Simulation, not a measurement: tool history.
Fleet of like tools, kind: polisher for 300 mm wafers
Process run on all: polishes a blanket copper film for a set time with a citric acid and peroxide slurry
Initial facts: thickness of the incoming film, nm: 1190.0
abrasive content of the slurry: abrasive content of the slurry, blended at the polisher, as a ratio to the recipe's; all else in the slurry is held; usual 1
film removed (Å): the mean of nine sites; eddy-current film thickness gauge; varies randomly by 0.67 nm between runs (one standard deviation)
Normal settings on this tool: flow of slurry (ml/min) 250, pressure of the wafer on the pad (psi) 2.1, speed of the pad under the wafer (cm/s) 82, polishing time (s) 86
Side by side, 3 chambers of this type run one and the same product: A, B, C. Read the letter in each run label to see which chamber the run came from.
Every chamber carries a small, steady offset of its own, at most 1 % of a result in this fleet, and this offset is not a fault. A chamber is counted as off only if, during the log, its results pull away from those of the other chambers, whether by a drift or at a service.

| run | hour | flow of slurry (ml/min) | pressure of the wafer on the pad (psi) | speed of the pad under the wafer (cm/s) | abrasive content of the slurry | polishing time (s) | film removed (Å) |
|---|---|---|---|---|---|---|---|
| 1A | 8.1 | 250 | 2.1 | 82 | 1 | 86 | 1051.30 |
| 2C | 18.1 | 250 | 2.1 | 82 | 1 | 86 | 1040.20 |
| 3B | 24.1 | 250 | 2.1 | 82 | 1 | 86 | 1058.20 |
| 4B | 33.7 | 250 | 2.1 | 82 | 1 | 86 | 1067.30 |
| 5C | 40.7 | 250 | 2.1 | 82 | 1 | 86 | 1033.20 |
| 6A | 49.1 | 250 | 2.1 | 82 | 1 | 86 | 1052.40 |
|  | 55.9 | chamber A: slurry blender recalibrated |
| 7B | 58.5 | 250 | 2.1 | 82 | 1 | 86 | 1055.20 |
| 8A | 65.2 | 250 | 2.1 | 82 | 1 | 86 | 1045.90 |
| 9C | 76.0 | 250 | 2.1 | 82 | 1 | 86 | 1038.40 |
|  | 81.8 | chamber B: slurry blender recalibrated |
| 10A | 82.3 | 250 | 2.1 | 82 | 1 | 86 | 1048.60 |
|  | 88.8 | chamber B: slurry nozzle cleaned |
| 11C | 89.5 | 210 | 2.1 | 82 | 1 | 86 | 1019.20 |
| 12B | 100.1 | 210 | 2.1 | 82 | 1 | 86 | 1045.70 |
| 13B | 106.8 | 210 | 2.1 | 82 | 1 | 86 | 1037.70 |
| 14C | 115.5 | 250 | 2.1 | 82 | 1 | 86 | 1047.60 |
| 15A | 121.4 | 250 | 2.1 | 82 | 1 | 86 | 1034.40 |
|  | 124.9 | chamber C: worn pad replaced by a new one |
| 16A | 134.8 | 250 | 2.1 | 82 | 1 | 86 | 1051.10 |
| 17C | 143.6 | 250 | 2.4 | 60 | 1 | 86 | 876.04 |
|  | 153.8 | chamber B: head pressure recalibrated |
| 18B | 155.0 | 250 | 2.4 | 60 | 1 | 86 | 891.50 |
|  | 164.9 | chamber A: worn pad replaced by a new one |
| 19B | 166.5 | 250 | 2.4 | 60 | 1 | 86 | 882.93 |
| 20C | 172.8 | 250 | 2.1 | 82 | 1 | 86 | 1049.40 |
| 21A | 183.5 | 250 | 2.1 | 82 | 1 | 86 | 1042.40 |
| 22B | 197.0 | 250 | 2.1 | 82 | 1 | 86 | 1044.60 |
|  | 199.8 | chamber A: slurry blender recalibrated |
| 23C | 204.8 | 250 | 2.1 | 82 | 1 | 86 | 1029.60 |
| 24A | 210.6 | 250 | 2.1 | 82 | 1 | 86 | 1050.90 |
|  | 210.8 | chamber C: slurry blender recalibrated |
|  | 211.9 | chamber B: slurry blender recalibrated |
| 25A | 219.1 | 250 | 2.1 | 82 | 1 | 86 | 1058.70 |
| 26B | 229.3 | 250 | 2.1 | 82 | 1 | 86 | 1030.60 |
| 27C | 238.7 | 250 | 2.1 | 82 | 1 | 86 | 1044.30 |
| 28C | 247.3 | 250 | 2.1 | 82 | 1 | 86 | 1056.30 |
| 29B | 257.8 | 250 | 2.1 | 82 | 1 | 86 | 1030.10 |
| 30A | 265.9 | 250 | 2.1 | 82 | 1 | 86 | 1044.20 |
| 31B | 278.1 | 250 | 2.1 | 82 | 1 | 86 | 1014.00 |
| 32A | 291.1 | 250 | 2.1 | 82 | 1 | 86 | 1049.10 |
|  | 294.1 | chamber C: head pressure recalibrated |
| 33C | 302.4 | 335 | 2.1 | 82 | 1 | 86 | 1075.80 |
| 34B | 312.8 | 335 | 2.1 | 82 | 1 | 86 | 1041.00 |
| 35A | 322.4 | 335 | 2.1 | 82 | 1 | 86 | 1068.00 |
|  | 330.1 | chamber A: slurry blender recalibrated |
| 36C | 333.4 | 250 | 2.1 | 82 | 1 | 86 | 1040.10 |
|  | 342.0 | chamber B: slurry blender recalibrated |
| 37A | 342.5 | 250 | 2.1 | 82 | 1 | 104 | 1285.40 |
| 38B | 348.8 | 250 | 2.1 | 82 | 1 | 104 | 1210.70 |
|  | 350.2 | chamber A: worn pad replaced by a new one |
| 39C | 359.0 | 250 | 2.1 | 82 | 1 | 104 | 1255.70 |
| 40B | 366.9 | 250 | 2.1 | 82 | 1 | 86 | 982.20 |
| 41A | 378.5 | 250 | 2.1 | 82 | 1 | 86 | 1063.50 |
| 42C | 385.1 | 250 | 2.1 | 82 | 1 | 86 | 1039.80 |
| 43B | 391.9 | 250 | 2.1 | 82 | 1 | 86 | 962.71 |

Each of the 3 chambers runs these same settings next. Fill in every chamber's results:
| 44A | 401.7 | 250 | 2.1 | 66 | 1 | 86 | ? |
| 44B | 401.7 | 250 | 2.1 | 66 | 1 | 86 | ? |
| 44C | 401.7 | 250 | 2.1 | 66 | 1 | 86 | ? |

| run | film removed (Å) |
|---|---|
| 44A | 847.54 |
| 44B | 792.58 |
| 44C | 844.87 |
